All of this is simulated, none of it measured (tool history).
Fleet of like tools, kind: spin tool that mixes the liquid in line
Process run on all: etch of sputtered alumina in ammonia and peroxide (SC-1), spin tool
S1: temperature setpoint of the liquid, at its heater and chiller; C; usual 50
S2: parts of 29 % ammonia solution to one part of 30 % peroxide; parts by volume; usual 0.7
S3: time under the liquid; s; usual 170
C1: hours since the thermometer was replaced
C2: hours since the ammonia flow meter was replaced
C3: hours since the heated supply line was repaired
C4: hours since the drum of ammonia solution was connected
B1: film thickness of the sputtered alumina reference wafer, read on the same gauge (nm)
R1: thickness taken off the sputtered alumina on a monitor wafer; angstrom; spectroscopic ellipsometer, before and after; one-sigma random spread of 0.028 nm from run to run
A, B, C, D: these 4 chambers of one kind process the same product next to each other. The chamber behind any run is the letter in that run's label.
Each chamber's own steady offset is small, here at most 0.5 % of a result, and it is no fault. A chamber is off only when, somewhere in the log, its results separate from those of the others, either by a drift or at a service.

run   hour  S1    S2   S3      C1      C2      C3     C4      B1      R1
 1C   12.5  50   0.7  170  2031.9   854.8  2198.9  134.4  60.021  71.157
 2D   23.7  50   0.7  170   345.6   619.5   470.1    256  59.983  71.684
 3B   31.4  50   0.7  170  1415.2   887.1   920.4  157.6  59.949  71.438
 4A     44  50   0.7  170   159.4   337.2  1587.4  760.4  60.001  71.695
 5C   58.3  50   0.7  170  2077.7   900.6  2244.7  180.2  60.008  71.043
 6B   65.9  50   0.7  170  1449.7   921.6   954.9  192.1  59.966  71.393
 7D   80.8  50   0.7  170   402.7   676.6   527.2  313.1  60.025   71.05
 8A     89  50   0.7  170   204.4   382.2  1632.4  805.4  59.994  71.858
 9D     97  50  0.45  170   418.9   692.8   543.4  329.3  60.014  68.558
10B  112.5  50  0.45  170  1496.3   968.2  1001.5  238.7  60.034  67.933
11C  120.5  50  0.45  170  2139.9   962.8  2306.9  242.4  60.037  67.824
     128.8  -- chamber B: new drum of ammonia solution connected
12A  130.5  50  0.45  170   245.9   423.7  1673.9  846.9  60.019  68.647
13B  142.1  50   0.7  170  1525.9   997.8  1031.1   13.4  60.042  71.275
14D    155  50   0.7  170   476.9   750.8   601.4  387.3  59.995  71.221
15A  163.8  50  1.05  250   279.2     457  1707.2  880.2  60.038  109.81
     166.7  -- chamber D: ammonia flow meter replaced
16C    173  50  1.05  250  2192.4  1015.3  2359.4  294.9  60.021  108.73
17C    185  50  1.05  250  2204.4  1027.3  2371.4  306.9  59.954  108.34
     186.8  -- chamber D: thermometer replaced
18A  195.9  50  1.05  250   311.3   489.1  1739.3  912.3  60.018  109.57
19D  205.7  50   0.7  170      19    39.1   652.1    438  59.982  70.944
20B  215.1  50   0.7  170  1598.9  1070.8  1104.1   86.4      60  70.665
21B  221.9  50   0.7  170  1605.7  1077.6  1110.9   93.2  59.982  70.663
22C  237.7  50   0.7  170  2257.1    1080  2424.1  359.6   60.03  70.714
     243.8  -- chamber A: new drum of ammonia solution connected
     248.2  -- chamber C: new drum of ammonia solution connected
23A  250.5  50   0.7   95   365.9   543.7  1793.9    6.8  59.963  40.175
24D  264.9  50   0.7   95    78.2    98.3   711.3  497.2  59.989  39.841
     265.5  -- chamber A: ammonia flow meter replaced
25B  273.8  50   0.7   95  1657.6  1129.5  1162.8  145.1  60.023  38.876
26D  287.6  50   0.7   95   100.9     121     734  519.9  59.966  39.896
27C  301.7  50   0.7  170  2321.1    1144  2488.1   53.5  59.995  70.432
28A  313.6  50   0.7  170     429    48.2    1857   69.9  59.994  71.832
29D  321.2  50   0.7  170   134.5   154.6   767.6  553.5  60.029  71.519
30A  328.8  50   0.7  170   444.2    63.4  1872.2   85.1  59.999  71.969
     332.3  -- chamber B: new drum of ammonia solution connected
31B  343.8  50   0.7  170  1727.6  1199.5  1232.8   11.5  60.006  68.973
32C  358.9  50   0.7  170  2378.3  1201.2  2545.3  110.7  60.017  70.488
33C  374.6  50   0.7  170    2394  1216.9    2561  126.4  59.991  70.597
34B  382.4  50   0.7  170  1766.2  1238.1  1271.4   50.1  59.998  68.566
35D  396.7  50   0.7  170     210   230.1   843.1    629  59.977  71.253
36A  407.3  50   0.7  170   522.7   141.9  1950.7  163.6  59.975  72.033
37A  419.4  50   0.7  170   534.8     154  1962.8  175.7  60.005  71.533
38B    431  50   0.7  170  1814.8  1286.7    1320   98.7  59.964  67.599
39C  446.8  50   0.7  170  2466.2  1289.1  2633.2  198.6  60.001  70.329

Has any chamber moved away from the others, gradually or after a service, or does the common gauge drift, or do the chambers differ only by their own small steady offsets? State the chamber and the most likely cause if one applies.

It is chamber B that slowly wanders off from its peers.
What lies behind it: liquid colder than its thermometer reads (K) = 0.913.
Not necessarily distinguishable in this log from: temperature lost on the way to the wafer (K).

Chamber B could run next with any of the 4 candidate recipes listed below; each alters the usual settings, and their results appear as question marks. Which one brings its results back in line with what the other chambers deliver on the usual settings?
In line means no further than this from the other chambers' mean on the usual settings: R1 0.97 angstrom
40B-1  458.2  50.5   0.7  175                       ?
40B-2  458.2    50  0.55  170                       ?
40B-3  458.2    50   0.7  175                       ?
40B-4  458.2    49   0.7  170                       ?

The other chambers' mean on the usual settings: R1 71.28 angstrom
  run      R1
40B-1  71.581
40B-2  66.152
40B-3   69.67
40B-4   64.06
The answer is 40B-1, which returns the chamber to within the allowed miss of the others.
